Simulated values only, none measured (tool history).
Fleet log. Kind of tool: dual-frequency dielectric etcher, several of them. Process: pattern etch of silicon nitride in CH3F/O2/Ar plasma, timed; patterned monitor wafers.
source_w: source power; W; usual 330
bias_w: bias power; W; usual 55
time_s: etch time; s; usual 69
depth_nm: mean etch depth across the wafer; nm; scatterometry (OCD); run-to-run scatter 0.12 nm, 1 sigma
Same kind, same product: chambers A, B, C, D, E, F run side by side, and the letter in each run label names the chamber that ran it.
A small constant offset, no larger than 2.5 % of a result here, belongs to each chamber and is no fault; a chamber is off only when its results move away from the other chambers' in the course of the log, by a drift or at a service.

run,hour,source_w,bias_w,time_s,"read-back reference wafer on the same gauge, depth_nm",depth_nm
1F,7,330,55,69,44.511,40.727
2A,11.4,330,55,69,44.496,41.148
3B,15.4,330,55,69,44.498,39.939
4C,22.3,330,55,69,44.455,40.944
5D,26.4,330,55,69,44.516,41.164
6E,32.9,330,55,69,44.513,40.789
7F,36.9,330,55,69,44.467,40.802
8C,41.7,330,48,69,44.459,39.352
9A,47.3,330,48,69,44.488,39.349
10B,53.8,330,48,69,44.503,38.427
11E,59.9,330,48,69,44.539,39.194
12D,67.4,330,48,69,44.507,39.191
13B,74.3,330,48,69,44.509,38.567
# hour 79.6: chamber F: wet clean of the chamber
14A,79.8,330,55,69,44.502,41.165
15E,85.6,330,55,69,44.506,40.99
16C,91,330,55,69,44.501,40.808
17F,97.3,330,45,49,44.487,27.267
18D,101.9,330,45,49,44.489,27.331
19B,108.8,330,45,49,44.514,26.688
# hour 112.2: chamber D: wet clean of the chamber
20C,112.2,330,45,49,44.519,27.297
21E,117.5,330,45,49,44.497,27.14
# hour 121.6: chamber A: wet clean of the chamber
22F,121.7,330,45,49,44.487,27.353
23A,128.9,330,55,69,44.512,42.106
# hour 132: chamber B: wet clean of the chamber
24D,134.6,330,55,69,44.483,41.018
25A,141.5,400,67,69,44.503,47.918
26B,148.8,400,67,69,44.474,46.088
27D,152.4,400,67,69,44.521,47.22
28E,156.4,400,67,69,44.492,46.751
29F,163.9,400,67,69,44.527,46.693
30C,168.2,400,67,69,44.526,47.215
31D,171.8,330,55,69,44.5,41.017
32A,176.7,330,55,69,44.519,41.991
33E,181.4,330,55,69,44.494,40.777
34C,187.8,330,55,69,44.544,40.962
35B,193,330,55,69,44.479,39.855
36F,198.6,330,55,69,44.493,40.992
37C,204.7,330,55,69,44.518,40.711
38B,212.4,260,55,51.5,44.488,27.176
39F,216.6,260,55,51.5,44.543,27.944
40D,224.3,260,55,51.5,44.54,27.857
41E,231.8,260,55,51.5,44.533,27.933
42A,238.9,260,55,51.5,44.453,28.665
43B,246.5,260,55,51.5,44.503,27.393
44F,251.6,330,55,69,44.512,41.039

The same settings go to every chamber for the next run, one line per chamber below. Forecast the results for each:
45A,257.2,330,55,69,,?
45B,257.2,330,55,69,,?
45C,257.2,330,55,69,,?
45D,257.2,330,55,69,,?
45E,257.2,330,55,69,,?
45F,257.2,330,55,69,,?

run,depth_nm
45A,42.022
45B,40.249
45C,40.896
45D,41.132
45E,40.92
45F,40.819

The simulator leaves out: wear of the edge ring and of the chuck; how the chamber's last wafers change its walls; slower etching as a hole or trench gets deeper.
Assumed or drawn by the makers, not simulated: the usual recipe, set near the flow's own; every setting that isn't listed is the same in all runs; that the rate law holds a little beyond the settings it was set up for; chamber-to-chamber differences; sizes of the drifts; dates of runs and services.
